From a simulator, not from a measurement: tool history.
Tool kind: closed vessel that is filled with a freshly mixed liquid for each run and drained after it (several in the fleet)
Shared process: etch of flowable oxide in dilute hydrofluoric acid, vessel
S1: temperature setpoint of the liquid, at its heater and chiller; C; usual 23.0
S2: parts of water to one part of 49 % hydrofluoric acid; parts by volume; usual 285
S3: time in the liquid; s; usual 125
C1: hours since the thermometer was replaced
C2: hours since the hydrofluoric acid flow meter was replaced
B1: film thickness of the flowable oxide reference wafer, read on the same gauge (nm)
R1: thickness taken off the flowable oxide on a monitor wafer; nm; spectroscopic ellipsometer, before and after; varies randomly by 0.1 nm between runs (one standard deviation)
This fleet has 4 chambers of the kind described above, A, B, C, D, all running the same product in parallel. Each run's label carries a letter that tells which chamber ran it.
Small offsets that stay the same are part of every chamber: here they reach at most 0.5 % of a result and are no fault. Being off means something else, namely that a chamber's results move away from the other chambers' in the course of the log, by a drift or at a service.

Run 1A, hour 5.5: usual settings; C1 1591.4; C2 761.8; B1 60.042. Result: R1 15.3600 nm.
Run 2C, hour 11.9: usual settings; C1 621.4; C2 937.5; B1 60.023. Result: R1 15.4930 nm.
Run 3D, hour 18.5: usual settings; C1 1215.2; C2 324.6; B1 59.982. Result: R1 15.3030 nm.
Run 4B, hour 24.0: usual settings; C1 653.3; C2 692.7; B1 59.991. Result: R1 15.3410 nm.
Run 5A, hour 28.4: usual settings; C1 1614.3; C2 784.7; B1 59.984. Result: R1 15.4670 nm.
Run 6B, hour 34.5: usual settings; C1 663.8; C2 703.2; B1 59.991. Result: R1 15.4600 nm.
Run 7C, hour 40.9: usual settings but S2 165 parts by volume; C1 650.4; C2 966.5; B1 59.995. Result: R1 29.7970 nm.
Run 8D, hour 47.3: usual settings but S2 165 parts by volume; C1 1244.0; C2 353.4; B1 59.973. Result: R1 30.5240 nm.
Run 9D, hour 53.1: usual settings but S2 165 parts by volume; C1 1249.8; C2 359.2; B1 59.960. Result: R1 30.1670 nm.
Run 10B, hour 57.4: usual settings but S2 165 parts by volume; C1 686.7; C2 726.1; B1 59.984. Result: R1 30.0110 nm.
Run 11A, hour 61.3: usual settings; C1 1647.2; C2 817.6; B1 60.048. Result: R1 15.5380 nm.
Run 12C, hour 67.2: usual settings; C1 676.7; C2 992.8; B1 60.003. Result: R1 15.5300 nm.
Run 13D, hour 73.7: usual settings; C1 1270.4; C2 379.8; B1 60.004. Result: R1 15.2920 nm.
Run 14A, hour 80.2: usual settings; C1 1666.1; C2 836.5; B1 60.007. Result: R1 15.3300 nm.
Run 15B, hour 83.5: usual settings but S1 21.0 C, S2 380 parts by volume; C1 712.8; C2 752.2; B1 59.978. Result: R1 10.1750 nm.
Run 16C, hour 90.9: usual settings but S1 21.0 C, S2 380 parts by volume; C1 700.4; C2 1016.5; B1 60.000. Result: R1 9.9713 nm.
Run 17D, hour 96.8: usual settings but S1 21.0 C, S2 380 parts by volume; C1 1293.5; C2 402.9; B1 59.997. Result: R1 9.9002 nm.
Run 18B, hour 103.6: usual settings but S1 21.0 C, S2 380 parts by volume; C1 732.9; C2 772.3; B1 59.968. Result: R1 10.2680 nm.
Run 19C, hour 106.8: usual settings; C1 716.3; C2 1032.4; B1 59.998. Result: R1 15.3990 nm.
Run 20A, hour 111.7: usual settings; C1 1697.6; C2 868.0; B1 60.007. Result: R1 15.5110 nm.
Run 21B, hour 116.5: usual settings; C1 745.8; C2 785.2; B1 60.022. Result: R1 15.9390 nm.
Run 22D, hour 123.3: usual settings; C1 1320.0; C2 429.4; B1 59.981. Result: R1 15.3840 nm.
Run 23A, hour 126.5: usual settings but S2 380 parts by volume, S3 190 s; C1 1712.4; C2 882.8; B1 60.017. Result: R1 16.1410 nm.
Run 24C, hour 131.0: usual settings but S2 380 parts by volume, S3 190 s; C1 740.5; C2 1056.6; B1 60.022. Result: R1 15.9210 nm.
Run 25C, hour 134.3: usual settings but S2 380 parts by volume, S3 190 s; C1 743.8; C2 1059.9; B1 60.042. Result: R1 15.9650 nm.
Run 26D, hour 138.9: usual settings but S2 380 parts by volume, S3 190 s; C1 1335.6; C2 445.0; B1 59.989. Result: R1 15.9610 nm.
Run 27A, hour 144.9: usual settings; C1 1730.8; C2 901.2; B1 59.990. Result: R1 15.6010 nm.
Run 28B, hour 151.6: usual settings but S1 26.5 C, S3 160 s; C1 780.9; C2 820.3; B1 59.997. Result: R1 23.2810 nm.
Run 29C, hour 156.0: usual settings but S1 26.5 C, S3 160 s; C1 765.5; C2 1081.6; B1 59.988. Result: R1 22.1620 nm.
Run 30D, hour 162.8: usual settings but S1 26.5 C, S3 160 s; C1 1359.5; C2 468.9; B1 60.002. Result: R1 22.3780 nm.
Run 31B, hour 166.6: usual settings but S1 26.5 C, S3 160 s; C1 795.9; C2 835.3; B1 60.045. Result: R1 23.2300 nm.
Run 32A, hour 170.5: usual settings; C1 1756.4; C2 926.8; B1 60.019. Result: R1 15.5030 nm.
Run 33A, hour 175.4: usual settings; C1 1761.3; C2 931.7; B1 59.989. Result: R1 15.3860 nm.
Run 34B, hour 178.8: usual settings; C1 808.1; C2 847.5; B1 59.984. Result: R1 16.2710 nm.

Is one chamber off against the others, does the gauge drift, or is nothing wrong? If a chamber is off, say which, and what the likeliest cause is.

It is chamber B that slowly wanders off from its peers.
Most likely cause: hydrofluoric acid flow above the setpoint (%) = 4.26.
The log may not separate it from: liquid hotter than its thermometer reads (K).

Chamber B could run next with any of the 4 candidate recipes listed below; each alters the usual settings, and their results appear as question marks. Which one brings its results back in line with what the other chambers deliver on the usual settings?
To be in line, a result may differ from the other chambers' mean on the usual settings by at most: R1 0.3600 nm
Run 35B-1, hour 184.2: usual settings but S2 275 parts by volume, S3 130 s. Result: R1 ?.
Run 35B-2, hour 184.2: usual settings but S1 21.5 C. Result: R1 ?.
Run 35B-3, hour 184.2: usual settings but S1 24.5 C. Result: R1 ?.
Run 35B-4, hour 184.2: usual settings but S2 295 parts by volume, S3 120 s. Result: R1 ?.

The other chambers' mean on the usual settings: R1 15.4320 nm
  run       R1
35B-1  17.6390
35B-2  15.3680
35B-3  17.1060
35B-4  14.9130
With 35B-2, the chamber falls back in line with the rest.

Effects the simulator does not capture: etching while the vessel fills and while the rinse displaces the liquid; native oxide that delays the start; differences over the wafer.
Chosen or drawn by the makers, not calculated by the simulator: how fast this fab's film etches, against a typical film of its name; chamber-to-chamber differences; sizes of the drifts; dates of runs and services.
